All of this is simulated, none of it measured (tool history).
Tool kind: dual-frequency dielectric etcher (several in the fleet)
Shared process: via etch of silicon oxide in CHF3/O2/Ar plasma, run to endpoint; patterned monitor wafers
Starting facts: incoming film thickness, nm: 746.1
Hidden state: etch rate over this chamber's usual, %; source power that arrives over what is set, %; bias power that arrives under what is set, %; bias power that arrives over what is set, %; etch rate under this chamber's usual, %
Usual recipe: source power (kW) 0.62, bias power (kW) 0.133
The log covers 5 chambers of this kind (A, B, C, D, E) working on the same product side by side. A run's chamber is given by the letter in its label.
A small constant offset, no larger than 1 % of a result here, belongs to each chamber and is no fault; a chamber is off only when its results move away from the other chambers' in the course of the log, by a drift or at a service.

run   hour  source power (kW)  bias power (kW)  hours since the last wet clean  hours since the last source power generator calibration  hours since the last bias power generator calibration  endpoint time (s)
 1B    6.6               0.62            0.133                            76.4                                                   3018.4                                                 3077.1             416.38
 2D     14               0.62            0.133                            26.5                                                   1150.7                                                 1047.8             411.29
 3C   22.5               0.62            0.133                           379.7                                                     1091                                                 1140.1              405.7
 4A   35.5               0.62            0.133                           321.4                                                   2986.3                                                  234.3             405.16
 5E   46.3               0.62            0.133                           338.5                                                   2270.4                                                 1045.8             411.28
 6E   54.4               0.72            0.133                           346.6                                                   2278.5                                                 1053.9             391.45
      63.4  -- chamber C: wet clean of the chamber
 7C   67.3               0.72            0.133                               4                                                   1135.8                                                 1184.9              386.2
 8A   73.1               0.72            0.133                             359                                                   3023.9                                                  271.9             386.13
 9B   82.2               0.72            0.133                             152                                                     3094                                                 3152.7             394.94
10D   88.3               0.72            0.133                           100.8                                                     1225                                                 1122.1             383.21
11B   96.6               0.62            0.133                           166.4                                                   3108.4                                                 3167.1             412.52
     107.2  -- chamber E: wet clean of the chamber
12C  107.7               0.62            0.133                            44.4                                                   1176.2                                                 1225.3             405.31
13A  120.5               0.56            0.114                           406.4                                                   3071.3                                                  319.3             441.32
14D  133.8               0.56            0.114                           146.3                                                   1270.5                                                 1167.6             448.48
15E  146.9               0.56            0.114                            39.8                                                     2371                                                 1146.4             450.63
16C    160               0.56            0.114                            96.7                                                   1228.5                                                 1277.6             444.55
     170.2  -- chamber A: source power generator calibrated
17D  170.3               0.56            0.114                           182.8                                                     1307                                                 1204.1             449.98
18E  182.9               0.62            0.133                            75.8                                                     2407                                                 1182.4             414.57
19A    195               0.62            0.133                           480.9                                                     24.8                                                  393.8             406.12
20B  205.2               0.62            0.133                             275                                                     3217                                                 3275.7             417.63
21B  212.4               0.62            0.133                           282.2                                                   3224.2                                                 3282.9             420.55
22D  220.9               0.62            0.133                           233.4                                                   1357.6                                                 1254.7             413.18
23A  231.5               0.62            0.133                           517.4                                                     61.3                                                  430.3             409.51
24E  242.8               0.62            0.115                           135.7                                                   2466.9                                                 1242.3             431.85
25C  251.5               0.62            0.115                           188.2                                                     1320                                                 1369.1             423.11
26C  264.4               0.62            0.115                           201.1                                                   1332.9                                                   1382             427.27
27D  273.4               0.62            0.115                           285.9                                                   1410.1                                                 1307.2             424.32
28E    284               0.62            0.115                           176.9                                                   2508.1                                                 1283.5             435.86
29B  295.7               0.62            0.133                           365.5                                                   3307.5                                                 3366.2             418.06
30A  304.5               0.62            0.133                           590.4                                                    134.3                                                  503.3             408.97
31C  316.8               0.62            0.133                           253.5                                                   1385.3                                                 1434.4             409.26
32A  328.8               0.62            0.133                           614.7                                                    158.6                                                  527.6             404.34
33B  336.2               0.62            0.133                             406                                                     3348                                                 3406.7             416.16
34E  343.8               0.62            0.133                           236.7                                                   2567.9                                                 1343.3             412.53
35D  356.1               0.62            0.133                           368.6                                                   1492.8                                                 1389.9             405.14

Decide between three cases: one chamber stands off from its peers, the gauge reading all wafers drifts, or nothing is wrong past each chamber's small offset. Where a chamber is off, say which and what most likely put it there.

The fleet is healthy, with each chamber sitting at its usual small offset and no drift in the gauge.

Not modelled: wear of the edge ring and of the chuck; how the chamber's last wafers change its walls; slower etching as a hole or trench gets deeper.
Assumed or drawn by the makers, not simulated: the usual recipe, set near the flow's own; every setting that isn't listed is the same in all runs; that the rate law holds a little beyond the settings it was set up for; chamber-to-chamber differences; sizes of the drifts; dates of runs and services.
